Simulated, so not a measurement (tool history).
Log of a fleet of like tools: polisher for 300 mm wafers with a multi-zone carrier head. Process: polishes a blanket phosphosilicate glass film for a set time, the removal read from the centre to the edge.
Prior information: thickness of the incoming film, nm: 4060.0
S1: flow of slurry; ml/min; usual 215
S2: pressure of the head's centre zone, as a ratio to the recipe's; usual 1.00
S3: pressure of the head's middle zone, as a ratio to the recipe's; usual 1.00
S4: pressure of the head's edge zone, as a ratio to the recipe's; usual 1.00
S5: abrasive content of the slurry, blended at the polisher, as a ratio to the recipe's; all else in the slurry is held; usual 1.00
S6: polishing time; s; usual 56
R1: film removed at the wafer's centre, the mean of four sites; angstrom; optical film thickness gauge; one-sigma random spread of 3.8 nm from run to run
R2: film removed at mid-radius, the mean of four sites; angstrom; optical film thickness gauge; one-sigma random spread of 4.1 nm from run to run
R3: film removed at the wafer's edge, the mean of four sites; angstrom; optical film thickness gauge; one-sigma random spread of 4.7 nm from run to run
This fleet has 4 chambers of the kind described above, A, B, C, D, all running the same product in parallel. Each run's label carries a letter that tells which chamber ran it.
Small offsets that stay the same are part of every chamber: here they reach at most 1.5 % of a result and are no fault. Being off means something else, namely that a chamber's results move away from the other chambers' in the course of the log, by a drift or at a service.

run 1A hour=5.7 | S1=215 S2=1.00 S3=1.00 S4=1.00 S5=1.00 S6=56 | R1=5599.0 R2=5627.3 R3=5659.0
run 2C hour=11.1 | S1=215 S2=1.00 S3=1.00 S4=1.00 S5=1.00 S6=56 | R1=5529.5 R2=5548.4 R3=5661.8
-- hour=16.6 chamber C: worn pad replaced by a new one
run 3B hour=18.0 | S1=215 S2=1.00 S3=1.00 S4=1.00 S5=1.00 S6=56 | R1=5640.7 R2=5515.6 R3=5633.1
run 4D hour=25.3 | S1=215 S2=1.00 S3=1.00 S4=1.00 S5=1.00 S6=56 | R1=5599.2 R2=5630.4 R3=5602.6
run 5B hour=30.3 | S1=215 S2=1.00 S3=1.00 S4=1.11 S5=1.00 S6=75 | R1=7444.9 R2=7318.4 R3=7820.8
run 6D hour=34.8 | S1=215 S2=1.00 S3=1.00 S4=1.11 S5=1.00 S6=75 | R1=7490.6 R2=7437.6 R3=7907.4
-- hour=34.9 chamber D: worn pad replaced by a new one
run 7A hour=39.5 | S1=215 S2=1.00 S3=1.00 S4=1.11 S5=1.00 S6=75 | R1=7475.4 R2=7554.9 R3=7894.7
run 8C hour=45.0 | S1=215 S2=1.00 S3=1.00 S4=1.11 S5=1.00 S6=75 | R1=7483.0 R2=7576.5 R3=7805.7
-- hour=45.7 chamber B: worn pad replaced by a new one
run 9C hour=49.8 | S1=215 S2=1.00 S3=1.00 S4=1.00 S5=1.00 S6=56 | R1=5528.3 R2=5524.5 R3=5538.3
run 10B hour=57.6 | S1=215 S2=1.00 S3=1.00 S4=1.00 S5=1.00 S6=56 | R1=5566.8 R2=5577.4 R3=5637.1
run 11D hour=61.9 | S1=215 S2=1.00 S3=1.00 S4=1.00 S5=1.00 S6=56 | R1=5592.9 R2=5564.5 R3=5603.2
-- hour=64.1 chamber A: worn pad replaced by a new one
run 12A hour=70.1 | S1=215 S2=1.00 S3=1.00 S4=1.00 S5=1.25 S6=72 | R1=7928.9 R2=7953.0 R3=8026.0
-- hour=77.2 chamber D: worn pad replaced by a new one
run 13C hour=78.4 | S1=215 S2=1.00 S3=1.00 S4=1.00 S5=1.25 S6=72 | R1=7846.5 R2=7792.6 R3=7971.4
run 14D hour=82.6 | S1=215 S2=1.00 S3=1.00 S4=1.00 S5=1.25 S6=72 | R1=7919.7 R2=7948.0 R3=7946.6
run 15A hour=90.6 | S1=215 S2=1.00 S3=1.00 S4=1.00 S5=1.25 S6=72 | R1=7945.2 R2=7934.0 R3=8064.9
run 16B hour=96.7 | S1=215 S2=1.00 S3=1.00 S4=1.00 S5=1.00 S6=56 | R1=5571.4 R2=5548.3 R3=5612.7
run 17D hour=102.4 | S1=215 S2=1.00 S3=1.00 S4=1.00 S5=1.00 S6=56 | R1=5619.0 R2=5583.5 R3=5600.5
run 18B hour=107.9 | S1=215 S2=1.00 S3=1.00 S4=1.00 S5=1.00 S6=56 | R1=5557.3 R2=5523.7 R3=5613.9
run 19A hour=114.2 | S1=215 S2=1.00 S3=1.00 S4=1.00 S5=1.00 S6=56 | R1=5618.9 R2=5603.6 R3=5646.1
-- hour=115.9 chamber B: worn pad replaced by a new one
-- hour=118.6 chamber C: worn pad replaced by a new one
-- hour=119.5 chamber B: slurry nozzle cleaned
run 20C hour=119.7 | S1=215 S2=1.07 S3=1.00 S4=1.00 S5=1.00 S6=56 | R1=5936.9 R2=5627.5 R3=5621.7
run 21A hour=123.5 | S1=215 S2=1.07 S3=1.00 S4=1.00 S5=1.00 S6=56 | R1=5988.2 R2=5587.6 R3=5718.8
-- hour=128.5 chamber D: worn pad replaced by a new one
run 22B hour=129.5 | S1=215 S2=1.07 S3=1.00 S4=1.00 S5=1.00 S6=56 | R1=6041.0 R2=5602.3 R3=5539.9
run 23D hour=137.9 | S1=215 S2=1.07 S3=1.00 S4=1.00 S5=1.00 S6=56 | R1=6030.8 R2=5578.8 R3=5678.3
run 24C hour=142.4 | S1=215 S2=1.00 S3=1.00 S4=1.00 S5=1.00 S6=56 | R1=5359.2 R2=5565.7 R3=5518.0
run 25C hour=147.0 | S1=215 S2=1.00 S3=1.00 S4=0.93 S5=1.00 S6=56 | R1=5473.8 R2=5657.2 R3=5442.4
run 26A hour=150.8 | S1=215 S2=1.00 S3=1.00 S4=0.93 S5=1.00 S6=56 | R1=5632.3 R2=5612.7 R3=5433.5
run 27B hour=155.2 | S1=215 S2=1.00 S3=1.00 S4=0.93 S5=1.00 S6=56 | R1=5568.8 R2=5533.2 R3=5357.9
run 28D hour=162.7 | S1=215 S2=1.00 S3=1.00 S4=0.93 S5=1.00 S6=56 | R1=5604.7 R2=5584.9 R3=5408.9
-- hour=171.0 chamber A: worn pad replaced by a new one
run 29C hour=171.1 | S1=215 S2=1.00 S3=1.00 S4=1.00 S5=1.00 S6=56 | R1=5382.7 R2=5546.6 R3=5577.0
run 30D hour=176.1 | S1=215 S2=1.00 S3=1.00 S4=1.00 S5=1.00 S6=56 | R1=5583.0 R2=5554.4 R3=5682.2
-- hour=176.7 chamber D: worn pad replaced by a new one
run 31B hour=180.8 | S1=215 S2=1.00 S3=0.91 S4=1.00 S5=1.00 S6=66 | R1=6657.5 R2=5980.1 R3=6648.4
run 32A hour=185.8 | S1=215 S2=1.00 S3=0.91 S4=1.00 S5=1.00 S6=66 | R1=6631.2 R2=6000.6 R3=6679.0
-- hour=189.4 chamber B: worn pad replaced by a new one
run 33A hour=191.3 | S1=215 S2=1.00 S3=0.91 S4=1.00 S5=1.00 S6=66 | R1=6586.6 R2=6012.9 R3=6782.2
run 34D hour=200.0 | S1=215 S2=1.00 S3=0.91 S4=1.00 S5=1.00 S6=66 | R1=6586.2 R2=6031.7 R3=6746.7
run 35B hour=204.1 | S1=215 S2=1.00 S3=1.00 S4=1.00 S5=1.00 S6=56 | R1=5578.1 R2=5554.1 R3=5648.7
-- hour=207.5 chamber C: worn pad replaced by a new one
run 36C hour=212.5 | S1=215 S2=1.00 S3=1.00 S4=1.00 S5=1.00 S6=56 | R1=5242.7 R2=5573.3 R3=5616.2

Is one chamber off against the others, does the gauge drift, or is nothing wrong? If a chamber is off, say which, and what the likeliest cause is.

One chamber, C, drifts off from the rest bit by bit.
Likeliest cause: centre zone's pressure below its setpoint, % = 5.17.

Which of the 4 candidates below, each the usual settings with something changed and its results left as question marks, puts chamber C back in line with what the other chambers give on the usual settings?
Allowed miss from the other chambers' usual-settings mean, per result, to count as in line: R1 130.0 angstrom; R2 140.0 angstrom; R3 160.0 angstrom
run 37C-1 hour=218.8 | S1=215 S2=0.98 S3=1.01 S4=1.00 S5=1.00 S6=56 | R1=? R2=? R3=?
run 37C-2 hour=218.8 | S1=215 S2=0.96 S3=1.02 S4=1.01 S5=1.00 S6=55 | R1=? R2=? R3=?
run 37C-3 hour=218.8 | S1=220 S2=1.05 S3=0.98 S4=0.99 S5=1.00 S6=56 | R1=? R2=? R3=?
run 37C-4 hour=218.8 | S1=215 S2=1.02 S3=0.99 S4=1.00 S5=1.00 S6=56 | R1=? R2=? R3=?

Mean of the other chambers on the usual settings: R1 5607.8 angstrom; R2 5574.2 angstrom; R3 5639.7 angstrom
run=37C-1 R1=5137.5 R2=5642.8 R3=5600.4
run=37C-2 R1=4930.7 R2=5592.2 R3=5528.6
run=37C-3 R1=5566.4 R2=5506.2 R3=5586.1
run=37C-4 R1=5371.6 R2=5540.5 R3=5602.0
The answer is 37C-3, which returns the chamber to within the allowed miss of the others.

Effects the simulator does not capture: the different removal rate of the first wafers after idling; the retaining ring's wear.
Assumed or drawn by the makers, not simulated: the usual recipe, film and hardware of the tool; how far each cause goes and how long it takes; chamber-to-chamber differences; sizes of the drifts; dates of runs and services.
